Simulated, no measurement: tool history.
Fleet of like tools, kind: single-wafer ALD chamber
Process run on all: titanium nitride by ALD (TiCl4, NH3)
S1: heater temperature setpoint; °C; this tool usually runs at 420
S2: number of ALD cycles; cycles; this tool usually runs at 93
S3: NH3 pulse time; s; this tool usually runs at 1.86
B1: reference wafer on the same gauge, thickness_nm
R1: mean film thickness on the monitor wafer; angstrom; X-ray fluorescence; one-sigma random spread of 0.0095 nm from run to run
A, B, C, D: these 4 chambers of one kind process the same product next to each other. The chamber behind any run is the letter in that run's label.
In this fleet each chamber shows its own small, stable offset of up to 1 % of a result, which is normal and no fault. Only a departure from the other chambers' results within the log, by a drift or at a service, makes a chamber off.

| run | day | S1 | S2 | S3 | B1 | R1 |
|---|---|---|---|---|---|---|
| 1B | 0.292 | 420 | 93 | 1.86 | 2.2397 | 20.755 |
| 2C | 0.533 | 420 | 93 | 1.86 | 2.2393 | 20.497 |
| 3D | 0.829 | 420 | 93 | 1.86 | 2.2387 | 20.509 |
| 4A | 1.092 | 420 | 93 | 1.86 | 2.2410 | 20.977 |
| 5B | 1.271 | 420 | 93 | 1.86 | 2.2395 | 20.648 |
| 6C | 1.504 | 420 | 93 | 1.86 | 2.2374 | 20.501 |
| 7D | 1.717 | 420 | 93 | 1.86 | 2.2429 | 20.539 |
| 8A | 1.962 | 420 | 93 | 1.86 | 2.2397 | 20.805 |
| 9C | 2.229 | 420 | 93 | 1.86 | 2.2435 | 20.545 |
| 10B | 2.575 | 420 | 93 | 1.86 | 2.2391 | 20.732 |
| 11A | 2.967 | 420 | 93 | 1.86 | 2.2400 | 20.821 |
| 12D | 3.154 | 420 | 102 | 1.53 | 2.2390 | 22.497 |
| 13B | 3.500 | 420 | 102 | 1.53 | 2.2411 | 22.522 |
| 14C | 3.862 | 420 | 102 | 1.53 | 2.2384 | 22.394 |
| 15A | 4.050 | 420 | 102 | 1.53 | 2.2384 | 22.728 |
| 16D | 4.392 | 420 | 93 | 1.86 | 2.2381 | 20.679 |
| 17A | 4.733 | 420 | 93 | 1.86 | 2.2367 | 20.760 |
| 18B | 4.929 | 420 | 93 | 1.86 | 2.2397 | 20.573 |
| 19C | 5.229 | 425 | 85 | 1.86 | 2.2423 | 18.806 |
| 20D | 5.450 | 425 | 85 | 1.86 | 2.2407 | 18.913 |
| 21B | 5.771 | 425 | 85 | 1.86 | 2.2383 | 18.991 |
| 22A | 6.100 | 425 | 85 | 1.86 | 2.2383 | 19.108 |
| 23D | 6.488 | 420 | 79 | 2.48 | 2.2403 | 17.466 |
| 24C | 6.846 | 420 | 79 | 2.48 | 2.2417 | 17.620 |
| 25D | 7.229 | 420 | 79 | 2.48 | 2.2372 | 17.521 |
| 26A | 7.596 | 420 | 79 | 2.48 | 2.2376 | 17.860 |
| 27C | 7.804 | 410 | 108 | 1.86 | 2.2416 | 23.980 |
| 28B | 8.079 | 410 | 108 | 1.86 | 2.2391 | 23.885 |

Read the log: is a single chamber off, either drifting away or since a service, is the gauge that measures every chamber drifting, or is nothing wrong beyond small per-chamber offsets? Name any odd chamber and what most likely caused it.

Nothing is wrong: each chamber keeps only its own small, steady offset and the gauge holds still.

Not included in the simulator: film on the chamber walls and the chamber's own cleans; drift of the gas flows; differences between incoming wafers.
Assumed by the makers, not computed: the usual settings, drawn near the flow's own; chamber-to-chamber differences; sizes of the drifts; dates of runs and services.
